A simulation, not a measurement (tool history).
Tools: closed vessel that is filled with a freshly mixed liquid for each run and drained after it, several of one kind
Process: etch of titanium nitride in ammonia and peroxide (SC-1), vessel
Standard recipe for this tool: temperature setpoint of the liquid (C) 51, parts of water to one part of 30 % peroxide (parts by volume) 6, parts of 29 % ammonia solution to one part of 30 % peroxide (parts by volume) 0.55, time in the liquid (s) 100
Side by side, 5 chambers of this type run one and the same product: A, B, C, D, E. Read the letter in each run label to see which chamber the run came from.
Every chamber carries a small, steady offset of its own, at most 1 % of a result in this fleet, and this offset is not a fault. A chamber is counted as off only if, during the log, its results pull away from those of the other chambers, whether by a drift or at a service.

run	hour	temperature setpoint of the liquid (C)	parts of water to one part of 30 % peroxide (parts by volume)	parts of 29 % ammonia solution to one part of 30 % peroxide (parts by volume)	time in the liquid (s)	read-back film thickness of the titanium nitride reference wafer, read on the same gauge (nm)	thickness taken off the titanium nitride on a monitor wafer (angstrom)
# hour 7.8: chamber E: new drum of ammonia solution connected
1C	10.8	51	6	0.55	100	140.01	160.35
2A	22.5	51	6	0.55	100	140.01	161.38
3B	30.9	51	6	0.55	100	139.97	161.03
4D	45.3	51	6	0.55	100	140.02	156.48
5E	56	51	6	0.55	100	140	159.92
6B	64.3	51	6	0.55	100	140.01	157.34
# hour 71.3: chamber D: thermometer replaced
7A	79.7	51	6	0.55	100	139.99	158.26
8C	88.6	51	6	0.55	100	140.04	160.25
9D	104.5	51	6	0.55	100	140.02	159.63
10E	119.6	51	6	0.55	100	140.02	156.19
11B	128.8	51	6	0.55	100	139.96	156.82
12A	136.3	51	6	0.4	100	139.99	149.87
13E	143.8	51	6	0.4	100	139.97	147.75
14D	156.4	51	6	0.4	100	139.99	152.71
# hour 168.8: chamber C: new drum of ammonia solution connected
15C	170.7	51	6	0.4	100	140.05	147.3
16E	180.2	51	6	0.4	100	140.01	149.19
# hour 181.5: chamber B: new drum of ammonia solution connected
17D	194.1	51	6	0.55	100	139.98	156.36
18B	207.3	51	6	0.55	100	139.98	156.73
# hour 209.8: chamber A: thermometer replaced
19A	222.1	51	6	0.55	100	139.98	159.82
20C	237.2	51	6	0.55	100	139.99	154.92
21D	252.6	51	6	0.55	100	139.96	156.65
22B	268.5	51	6	0.55	100	140	157.56
23C	275.6	60	7.5	0.55	100	140	248.39
24E	290.7	60	7.5	0.55	100	140.04	259.07
25A	302.5	60	7.5	0.55	100	140	261.71
26D	313.4	60	7.5	0.55	100	140.02	254.81
27B	321.1	60	7.5	0.55	100	140.05	255.71
28E	334.3	51	6	0.55	100	140.01	157.97
29C	346.4	51	6	0.55	100	140	147.88
30A	354.7	51	6	0.55	100	140	159.99
31B	366.9	51	6	0.55	100	139.98	159.33
32C	375.2	51	6	0.55	100	139.98	143.34
33A	384.9	51	6	0.55	100	140.01	159.1
34E	392.1	51	6	0.55	100	140.01	159.16
35D	403.8	51	6	0.55	100	140.02	159.42
36B	416	51	6	0.55	100	140	157.51

What goes on in this fleet: one chamber off, a drifting gauge, or nothing beyond the chambers' own small offsets? Name the chamber and the cause, if any.

Little by little, chamber C moves away from the other chambers.
Most likely cause: liquid colder than its thermometer reads (K) = 1.35.

Which of the 4 candidates below, each the usual settings with something changed and its results left as question marks, puts chamber C back in line with what the other chambers give on the usual settings?
In line here means within this much of the mean the other chambers give on the usual settings: thickness taken off the titanium nitride on a monitor wafer (angstrom) 5.4
37C-1	427.5	51	5.5	0.55	100		?
37C-2	427.5	50.5	6	0.55	95		?
37C-3	427.5	51	6	0.55	110		?
37C-4	427.5	50.5	6	0.55	100		?

Mean of the other chambers on the usual settings: thickness taken off the titanium nitride on a monitor wafer (angstrom) 158.35
run	thickness taken off the titanium nitride on a monitor wafer (angstrom)
37C-1	152.11
37C-2	134.02
37C-3	160.7
37C-4	141.07
37C-3 brings the chamber back in line.
